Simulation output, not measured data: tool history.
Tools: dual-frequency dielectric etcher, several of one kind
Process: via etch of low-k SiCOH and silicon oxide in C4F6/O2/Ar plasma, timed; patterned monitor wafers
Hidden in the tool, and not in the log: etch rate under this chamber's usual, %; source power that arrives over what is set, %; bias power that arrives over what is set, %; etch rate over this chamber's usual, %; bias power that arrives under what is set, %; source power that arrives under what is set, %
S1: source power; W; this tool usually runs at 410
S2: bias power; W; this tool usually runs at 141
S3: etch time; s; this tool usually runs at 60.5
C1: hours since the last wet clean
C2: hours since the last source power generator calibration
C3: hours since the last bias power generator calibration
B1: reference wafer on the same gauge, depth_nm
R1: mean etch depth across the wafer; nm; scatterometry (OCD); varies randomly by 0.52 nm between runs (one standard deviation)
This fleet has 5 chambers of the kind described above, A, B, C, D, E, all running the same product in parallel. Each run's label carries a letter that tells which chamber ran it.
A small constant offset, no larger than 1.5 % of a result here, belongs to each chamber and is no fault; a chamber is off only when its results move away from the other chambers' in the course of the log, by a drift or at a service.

run,day,S1,S2,S3,C1,C2,C3,B1,R1
1E,0.379,410,141,60.5,290.4,628.1,268.4,122.91,149.42
2A,0.883,410,141,60.5,187.9,940.0,2608.6,122.98,149.08
3C,1.129,410,141,60.5,206.9,2483.4,1245.2,123.02,146.66
4B,1.446,410,141,60.5,289.7,1674.9,46.1,122.90,148.16
5D,1.888,410,141,60.5,155.0,3841.8,811.5,122.97,147.65
6B,2.204,410,141,60.5,307.9,1693.1,64.3,123.08,148.99
7A,2.525,410,112,60.5,227.3,979.4,2648.0,123.05,138.96
8C,2.771,410,112,60.5,246.3,2522.8,1284.6,122.97,137.75
9E,3.008,410,112,60.5,353.5,691.2,331.5,122.94,139.09
10D,3.412,410,112,60.5,191.6,3878.4,848.1,122.98,137.94
11E,3.850,410,112,60.5,373.7,711.4,351.7,123.00,139.30
12A,4.138,410,141,60.5,266.0,1018.1,2686.7,122.99,147.88
13B,4.408,410,141,60.5,360.8,1746.0,117.2,123.02,149.25
14C,4.671,410,141,60.5,291.9,2568.4,1330.2,123.07,146.79
15D,4.942,410,141,60.5,228.3,3915.1,884.8,123.02,147.21
16D,5.354,410,141,60.5,238.2,3925.0,894.7,122.96,147.09
17B,5.796,410,141,60.5,394.1,1779.3,150.5,122.91,149.24
18E,6.208,410,141,60.5,430.3,768.0,408.3,122.91,150.00
19A,6.492,440,141,49.5,322.5,1074.6,2743.2,122.95,124.02
20C,6.825,440,141,49.5,343.6,2620.1,1381.9,122.89,123.81
21E,7.325,440,141,49.5,457.1,794.8,435.1,122.97,125.53
22B,7.588,440,141,49.5,437.1,1822.3,193.5,123.17,125.27
23C,7.825,440,141,49.5,367.6,2644.1,1405.9,122.88,123.46
# day 7.892: chamber B: source power generator calibrated
24D,8.308,360,141,60.5,309.1,3995.9,965.6,122.94,139.43
25A,8.583,360,141,60.5,372.7,1124.8,2793.4,123.05,138.18
26C,8.812,360,141,60.5,391.3,2667.8,1429.6,123.06,140.28
27E,9.108,360,141,60.5,499.9,837.6,477.9,123.03,141.39
28A,9.483,360,141,60.5,394.3,1146.4,2815.0,123.03,137.43
29D,9.717,410,118,50.5,342.9,4029.7,999.4,123.07,116.94
# day 10.071: chamber B: wet clean of the chamber
30B,10.162,410,118,50.5,2.3,54.5,255.3,122.94,118.08
31E,10.417,410,118,50.5,531.3,869.0,509.3,123.07,118.93
32D,10.908,410,118,50.5,371.5,4058.3,1028.0,122.99,116.93
33C,11.279,410,118,50.5,450.5,2727.0,1488.8,123.04,116.56
34B,11.654,410,141,60.5,38.1,90.3,291.1,123.04,148.88
35A,11.900,410,141,60.5,452.3,1204.4,2873.0,122.96,144.35
# day 12.125: chamber C: wet clean of the chamber
36A,12.238,410,141,60.5,460.4,1212.5,2881.1,123.05,144.21
37B,12.600,410,141,60.5,60.8,113.0,313.8,122.96,148.26
38D,13.088,410,112,66.0,423.8,4110.6,1080.3,123.05,151.03
39E,13.579,410,112,66.0,607.2,944.9,585.2,122.90,152.05
40C,13.825,410,112,66.0,40.9,2788.1,1549.9,123.08,150.45

Is one chamber out of step, is the gauge drifting, or do the chambers differ by no more than their own small offsets? For an off chamber, give its letter and the likeliest cause.

Little by little, chamber A moves away from the other chambers.
Cause: etch rate under this chamber's usual, % = 3.42.

Below are 4 candidate recipes for chamber A's next run, each the usual settings with a change, their results shown as question marks. Which of them brings A's results back in line with what the other chambers give on the usual settings?
A result is in line if it is within this distance of the other chambers' mean on the usual settings: R1 1.80 nm
41A-1,14.192,410,141,61.0,,,,,?
41A-2,14.192,410,141,60.0,,,,,?
41A-3,14.192,440,141,60.5,,,,,?
41A-4,14.192,380,141,60.5,,,,,?

What the other chambers average on the usual settings: R1 148.09 nm
run,R1
41A-1,145.16
41A-2,142.78
41A-3,148.05
41A-4,139.71
41A-3 is the one that brings the chamber's results back in line with the other chambers.

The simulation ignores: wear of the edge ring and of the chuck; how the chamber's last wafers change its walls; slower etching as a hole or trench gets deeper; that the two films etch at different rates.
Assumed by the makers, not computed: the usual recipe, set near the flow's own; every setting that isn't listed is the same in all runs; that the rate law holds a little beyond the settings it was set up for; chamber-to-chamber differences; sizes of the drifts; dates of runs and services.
